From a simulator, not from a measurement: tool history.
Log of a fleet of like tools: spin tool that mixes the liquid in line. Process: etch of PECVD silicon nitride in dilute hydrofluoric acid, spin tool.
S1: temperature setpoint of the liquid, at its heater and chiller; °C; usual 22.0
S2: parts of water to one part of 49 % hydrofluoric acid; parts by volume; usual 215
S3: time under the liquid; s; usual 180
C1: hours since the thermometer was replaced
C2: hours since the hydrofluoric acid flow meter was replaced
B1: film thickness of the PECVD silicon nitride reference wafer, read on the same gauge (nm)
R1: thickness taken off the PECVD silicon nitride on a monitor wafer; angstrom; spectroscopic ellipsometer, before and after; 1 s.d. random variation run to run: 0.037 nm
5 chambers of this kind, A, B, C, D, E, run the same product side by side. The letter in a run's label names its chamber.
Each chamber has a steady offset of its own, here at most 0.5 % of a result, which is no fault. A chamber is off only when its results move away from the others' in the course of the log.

run   hour    S1   S2   S3      C1      C2      B1      R1
 1B   15.7  22.0  215  180  1530.5   808.6  149.93  39.073
 2A   25.2  22.0  215  180  1995.9   692.4  149.98  39.062
 3D   32.8  22.0  215  180  1011.2   495.0  149.98  38.747
 4E   43.2  22.0  215  180   555.5  1720.5  149.98  39.511
 5C   56.1  22.0  215  180   577.7  1460.3  149.99  38.707
 6A   66.9  22.0  215  180  2037.6   734.1  150.01  39.289
 7E   75.7  22.0  215  180   588.0  1753.0  150.04  38.672
 8C   88.2  22.0  215  180   609.8  1492.4  149.98  39.221
 9B  100.2  22.0  215  180  1615.0   893.1  149.99  39.164
10D  110.1  22.0  215  180  1088.5   572.3  149.98  39.179
     116.7  -- chamber B: thermometer replaced
11E  123.1  22.0  215  180   635.4  1800.4  150.00  38.925
12D  139.0  22.0  215  180  1117.4   601.2  149.97  39.827
13B  150.6  22.0  215  180    33.9   943.5  150.01  38.953
     153.9  -- chamber E: hydrofluoric acid flow meter replaced
14A  160.7  22.0  215  180  2131.4   827.9  150.00  39.575
15C  172.1  22.0  215  180   693.7  1576.3  150.00  36.934
16D  183.4  22.0  215  180  1161.8   645.6  149.94  38.754
17E  196.2  22.0  215  180   708.5    42.4  150.03  38.611
18C  210.5  22.0  215  180   732.1  1614.7  149.96  37.354
19B  224.8  22.0  215  180   108.1  1017.7  150.03  38.186
20A  237.4  24.5  285  180  2208.1   904.6  150.00  34.486
21D  249.9  24.5  285  180  1228.3   712.1  149.96  34.865
22E  265.3  24.5  285  180   777.6   111.5  149.97  34.771
23C  275.6  24.5  285  180   797.2  1679.8  149.97  32.390
24A  289.3  24.5  285  180  2260.0   956.5  150.00  34.313
25B  301.8  22.0  215  180   185.1  1094.7  150.05  38.545
26E  314.5  22.0  215  180   826.8   160.7  150.05  39.037
27B  330.6  22.0  215  180   213.9  1123.5  149.97  38.555
28C  338.8  22.0  215  180   860.4  1743.0  150.00  35.796
29A  348.9  22.0  215  180  2319.6  1016.1  150.00  38.903
30D  355.8  22.0  215  180  1334.2   818.0  149.98  38.786
31E  364.8  22.0  315   75   877.1   211.0  149.96  11.463
32D  376.8  22.0  315   75  1355.2   839.0  150.02  11.339
33C  388.9  22.0  315   75   910.5  1793.1  150.00  10.205
34B  396.7  22.0  315   75   280.0  1189.6  150.01  11.033

For the next run the whole fleet of 5 chambers uses the same settings. Give each chamber's results:
35A  408.2  22.0  215  180               ?
35B  408.2  22.0  215  180               ?
35C  408.2  22.0  215  180               ?
35D  408.2  22.0  215  180               ?
35E  408.2  22.0  215  180               ?

run      R1
35A  39.087
35B  38.773
35C  34.812
35D  38.767
35E  39.336

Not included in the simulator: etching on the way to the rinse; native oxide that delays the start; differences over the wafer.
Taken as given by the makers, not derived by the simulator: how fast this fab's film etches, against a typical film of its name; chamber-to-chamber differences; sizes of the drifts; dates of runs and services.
